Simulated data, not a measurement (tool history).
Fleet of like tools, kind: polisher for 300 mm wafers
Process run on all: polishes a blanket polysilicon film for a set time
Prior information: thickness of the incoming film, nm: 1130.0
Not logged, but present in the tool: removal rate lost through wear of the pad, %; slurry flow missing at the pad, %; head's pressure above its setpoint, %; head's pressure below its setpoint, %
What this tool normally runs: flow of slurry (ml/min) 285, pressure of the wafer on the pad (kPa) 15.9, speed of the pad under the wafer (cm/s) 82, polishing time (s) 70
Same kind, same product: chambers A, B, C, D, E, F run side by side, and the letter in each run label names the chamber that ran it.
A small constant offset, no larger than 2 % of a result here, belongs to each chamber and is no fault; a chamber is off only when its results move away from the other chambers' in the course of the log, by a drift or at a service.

run   hour  flow of slurry (ml/min)  pressure of the wafer on the pad (kPa)  speed of the pad under the wafer (cm/s)  polishing time (s)  wafers polished on this pad  hours since the slurry nozzle was cleaned  hours since the head pressure was calibrated  film removed (nm)
 1C    7.2                      285                                    15.9                                       82                  70                          271                                      234.4                                         114.7             382.28
       7.4  -- chamber E: worn pad replaced by a new one
      12.3  -- chamber E: slurry nozzle cleaned
 2B   16.8                      285                                    15.9                                       82                  70                          215                                      586.8                                         309.7             390.18
 3A   25.2                      285                                    15.9                                       82                  70                          736                                       62.1                                         401.6             378.25
 4D     31                      285                                    15.9                                       82                  70                         1096                                       60.7                                        1010.7             385.38
 5F   36.9                      285                                    15.9                                       82                  70                          314                                      365.1                                         175.5             381.88
 6E   43.3                      285                                    15.9                                       82                  70                          292                                         31                                         717.1             382.07
      44.7  -- chamber C: worn pad replaced by a new one
        49  -- chamber A: worn pad replaced by a new one
 7F   50.1                      285                                    15.9                                       82                  70                          421                                      378.3                                         188.7              385.6
 8E   55.2                      285                                    15.9                                       82                  70                          389                                       42.9                                           729             380.82
 9D   61.5                      285                                    15.9                                       82                  70                         1344                                       91.2                                        1041.2              385.1
10C   68.9                      285                                    15.9                                       82                  70                          197                                      296.1                                         176.4             385.13
11B   78.7                      285                                    15.9                                       82                  70                          719                                      648.7                                         371.6             382.91
      84.5  -- chamber B: slurry nozzle cleaned
12A   85.6                      285                                    15.9                                       82                  70                          298                                      122.5                                           462             383.36
13D   91.8                      285                                    15.9                                       82                  70                         1591                                      121.5                                        1071.5             388.88
      93.3  -- chamber B: worn pad replaced by a new one
      95.3  -- chamber F: worn pad replaced by a new one
14E   97.9                      285                                    15.9                                       82                  70                          736                                       85.6                                         771.7             387.07
     100.5  -- chamber E: worn pad replaced by a new one
15F  105.4                      285                                    15.9                                       82                  70                           82                                      433.6                                           244              382.3
     112.9  -- chamber C: worn pad replaced by a new one
16B  115.2                      285                                    15.9                                       82                  70                          178                                       30.8                                         408.1             391.64
17C  120.3                      285                                    15.9                                       82                  48                           60                                      347.5                                         227.8              261.5
18A  127.3                      285                                    15.9                                       82                  48                          638                                      164.2                                         503.7              261.6
19F  137.4                      285                                    15.9                                       82                  48                          343                                      465.6                                           276             258.94
20E  142.7                      285                                    15.9                                       82                  48                          343                                      130.4                                         816.5             262.52
21A    148                      285                                    15.9                                       82                  48                          806                                      184.9                                         524.4             262.17
22B  156.1                      285                                    15.9                                       82                  48                          511                                       71.7                                           449             268.51
     158.8  -- chamber A: worn pad replaced by a new one
23C  162.1                      285                                    15.9                                       82                  70                          401                                      389.3                                         269.6             382.89
24D  170.3                      285                                    15.9                                       82                  70                         2230                                        200                                          1150             375.44
25C  176.5                      285                                    15.9                                       82                  70                          518                                      403.7                                           284             385.73
     177.4  -- chamber C: worn pad replaced by a new one
     180.6  -- chamber B: worn pad replaced by a new one
26F  184.7                      285                                    15.9                                       82                  70                          728                                      512.9                                         323.3             383.37
27B  190.1                      285                                    15.9                                       82                  70                           77                                      105.7                                           483             391.17
     194.4  -- chamber E: worn pad replaced by a new one
28D  198.8                      285                                    15.9                                       82                  70                         2462                                      228.5                                        1178.5             365.39
     199.5  -- chamber F: worn pad replaced by a new one
29E  208.9                      285                                    15.9                                       82                  70                          118                                      196.6                                         882.7             384.02
30A  218.3                      285                                    15.9                                       82                  70                          485                                      255.2                                         594.7             384.28
31E  224.3                      285                                    15.9                                       82                  70                          243                                        212                                         898.1             378.75
32F    229                      285                                    15.9                                       82                  70                          240                                      557.2                                         367.6             383.05
33B  235.2                      285                                    15.9                                       82                  70                          444                                      150.8                                         528.1             396.37
34A  245.6                      285                                    15.9                                       82                  70                          707                                      282.5                                           622             380.11
     247.9  -- chamber C: worn pad replaced by a new one
35D    256                      285                                    15.9                                       82                  70                         2928                                      285.7                                        1235.7             354.93
36C  260.8                      230                                    15.9                                       82                  70                          105                                        488                                         368.3             374.67
37D  267.2                      230                                    15.9                                       82                  70                         3019                                      296.9                                        1246.9             346.43
     270.1  -- chamber A: worn pad replaced by a new one
38F  271.9                      230                                    15.9                                       82                  70                          589                                      600.1                                         410.5             379.34
39A    278                      230                                    15.9                                       82                  70                           64                                      314.9                                         654.4             374.74
40C  286.2                      230                                    15.9                                       82                  70                          312                                      513.4                                         393.7             375.98

Has any chamber moved away from the others, gradually or after a service, or does the common gauge drift, or do the chambers differ only by their own small steady offsets? State the chamber and the most likely cause if one applies.

One chamber, D, drifts off from the rest bit by bit.
What lies behind it: removal rate lost through wear of the pad, % = 9.53.
From this log alone, it may not be told apart from: head's pressure below its setpoint, %.

Below are 4 candidate recipes for chamber D's next run, each the usual settings with a change, their results shown as question marks. Which of them brings D's results back in line with what the other chambers give on the usual settings?
In line means no further than this from the other chambers' mean on the usual settings: film removed (nm) 10
41D-1  293.8                      285                                    15.9                                       84                  72                                                                                                                                        ?
41D-2  293.8                      285                                    15.9                                       82                  77                                                                                                                                        ?
41D-3  293.8                      285                                    15.9                                       74                  70                                                                                                                                        ?
41D-4  293.8                      285                                    15.9                                       80                  69                                                                                                                                        ?

Usual-settings mean across the other chambers: film removed (nm) 384.97
  run  film removed (nm)
41D-1             366.09
41D-2             382.24
41D-3             313.77
41D-4             334.22
The right change is 41D-2: it brings the chamber back within the allowed miss of the others.

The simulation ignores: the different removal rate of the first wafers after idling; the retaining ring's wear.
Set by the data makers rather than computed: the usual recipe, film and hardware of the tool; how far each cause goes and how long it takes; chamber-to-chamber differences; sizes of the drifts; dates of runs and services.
